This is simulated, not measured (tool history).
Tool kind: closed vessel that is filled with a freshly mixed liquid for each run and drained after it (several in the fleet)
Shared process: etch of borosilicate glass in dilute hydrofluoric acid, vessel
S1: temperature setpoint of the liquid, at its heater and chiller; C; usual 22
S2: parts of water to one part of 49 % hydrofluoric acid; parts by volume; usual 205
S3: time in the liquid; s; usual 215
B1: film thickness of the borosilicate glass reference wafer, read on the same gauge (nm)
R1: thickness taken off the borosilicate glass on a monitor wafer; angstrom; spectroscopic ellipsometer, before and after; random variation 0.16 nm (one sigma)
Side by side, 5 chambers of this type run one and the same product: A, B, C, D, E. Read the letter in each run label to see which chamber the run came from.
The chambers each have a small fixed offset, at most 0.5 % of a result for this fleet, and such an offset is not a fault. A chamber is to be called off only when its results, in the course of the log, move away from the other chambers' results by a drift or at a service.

{"run": "1E", "day": 0.333, "S1": 22, "S2": 205, "S3": 215, "B1": 60.014, "R1": 204.24}
{"run": "2D", "day": 0.662, "S1": 22, "S2": 205, "S3": 215, "B1": 59.942, "R1": 208.24}
{"run": "3B", "day": 0.883, "S1": 22, "S2": 205, "S3": 215, "B1": 59.974, "R1": 204.87}
{"run": "4A", "day": 1.204, "S1": 22, "S2": 205, "S3": 215, "B1": 60.024, "R1": 205.43}
{"run": "5C", "day": 1.538, "S1": 22, "S2": 205, "S3": 215, "B1": 59.99, "R1": 208.26}
{"run": "6E", "day": 1.8, "S1": 22, "S2": 205, "S3": 215, "B1": 60.027, "R1": 205.09}
{"run": "7D", "day": 2.029, "S1": 22, "S2": 205, "S3": 215, "B1": 60.01, "R1": 207.31}
{"run": "8B", "day": 2.321, "S1": 22, "S2": 205, "S3": 215, "B1": 60.018, "R1": 206.58}
{"run": "9A", "day": 2.517, "S1": 22, "S2": 205, "S3": 215, "B1": 60.025, "R1": 206.65}
{"day": 2.858, "done": "chamber C: hydrofluoric acid flow meter replaced"}
{"run": "10C", "day": 2.908, "S1": 22, "S2": 205, "S3": 215, "B1": 60.012, "R1": 206.28}
{"run": "11E", "day": 3.125, "S1": 19, "S2": 290, "S3": 215, "B1": 59.984, "R1": 120.47}
{"run": "12C", "day": 3.512, "S1": 19, "S2": 290, "S3": 215, "B1": 60.024, "R1": 121.6}
{"run": "13B", "day": 3.921, "S1": 19, "S2": 290, "S3": 215, "B1": 59.983, "R1": 119.46}
{"run": "14A", "day": 4.275, "S1": 19, "S2": 290, "S3": 215, "B1": 59.996, "R1": 121.49}
{"run": "15D", "day": 4.546, "S1": 19, "S2": 290, "S3": 215, "B1": 59.979, "R1": 121.31}
{"run": "16A", "day": 4.738, "S1": 22, "S2": 205, "S3": 215, "B1": 60.054, "R1": 205.84}
{"run": "17D", "day": 5.142, "S1": 22, "S2": 205, "S3": 215, "B1": 60.003, "R1": 208.6}
{"run": "18C", "day": 5.488, "S1": 22, "S2": 205, "S3": 215, "B1": 60.056, "R1": 213.22}
{"run": "19B", "day": 5.892, "S1": 22, "S2": 205, "S3": 215, "B1": 59.936, "R1": 207.87}
{"run": "20E", "day": 6.162, "S1": 17, "S2": 130, "S3": 215, "B1": 60.012, "R1": 288.22}
{"run": "21D", "day": 6.392, "S1": 17, "S2": 130, "S3": 215, "B1": 60.005, "R1": 288.8}
{"run": "22A", "day": 6.788, "S1": 17, "S2": 130, "S3": 215, "B1": 60.004, "R1": 287.95}
{"run": "23B", "day": 7.1, "S1": 17, "S2": 130, "S3": 215, "B1": 59.968, "R1": 291.64}
{"run": "24E", "day": 7.471, "S1": 17, "S2": 130, "S3": 215, "B1": 60.032, "R1": 286.72}
{"run": "25C", "day": 7.696, "S1": 22, "S2": 205, "S3": 215, "B1": 59.998, "R1": 215.36}
{"run": "26E", "day": 8.108, "S1": 22, "S2": 205, "S3": 215, "B1": 60.03, "R1": 205.77}
{"run": "27D", "day": 8.471, "S1": 22, "S2": 205, "S3": 215, "B1": 59.982, "R1": 207.77}
{"run": "28A", "day": 8.742, "S1": 22, "S2": 205, "S3": 215, "B1": 60.034, "R1": 209.33}
{"run": "29C", "day": 9.0, "S1": 22, "S2": 205, "S3": 215, "B1": 59.987, "R1": 219.31}
{"run": "30B", "day": 9.417, "S1": 22, "S2": 205, "S3": 215, "B1": 59.992, "R1": 208.01}
{"run": "31C", "day": 9.812, "S1": 22, "S2": 205, "S3": 215, "B1": 59.991, "R1": 216.71}
{"run": "32E", "day": 10.233, "S1": 22, "S2": 205, "S3": 215, "B1": 59.987, "R1": 207.93}
{"run": "33D", "day": 10.562, "S1": 22, "S2": 160, "S3": 95, "B1": 59.995, "R1": 123.59}
{"run": "34B", "day": 10.896, "S1": 22, "S2": 160, "S3": 95, "B1": 59.978, "R1": 124.47}
{"run": "35A", "day": 11.233, "S1": 22, "S2": 160, "S3": 95, "B1": 59.996, "R1": 122.26}
{"run": "36E", "day": 11.588, "S1": 22, "S2": 160, "S3": 95, "B1": 60.014, "R1": 121.57}

Next, all 5 chambers run the settings below, one line each with question marks for the results. What does each chamber give?
{"run": "37A", "day": 11.888, "S1": 22, "S2": 295, "S3": 215, "R1": "?"}
{"run": "37B", "day": 11.888, "S1": 22, "S2": 295, "S3": 215, "R1": "?"}
{"run": "37C", "day": 11.888, "S1": 22, "S2": 295, "S3": 215, "R1": "?"}
{"run": "37D", "day": 11.888, "S1": 22, "S2": 295, "S3": 215, "R1": "?"}
{"run": "37E", "day": 11.888, "S1": 22, "S2": 295, "S3": 215, "R1": "?"}

run=37A R1=133.75
run=37B R1=132.55
run=37C R1=140.49
run=37D R1=132.55
run=37E R1=132.47

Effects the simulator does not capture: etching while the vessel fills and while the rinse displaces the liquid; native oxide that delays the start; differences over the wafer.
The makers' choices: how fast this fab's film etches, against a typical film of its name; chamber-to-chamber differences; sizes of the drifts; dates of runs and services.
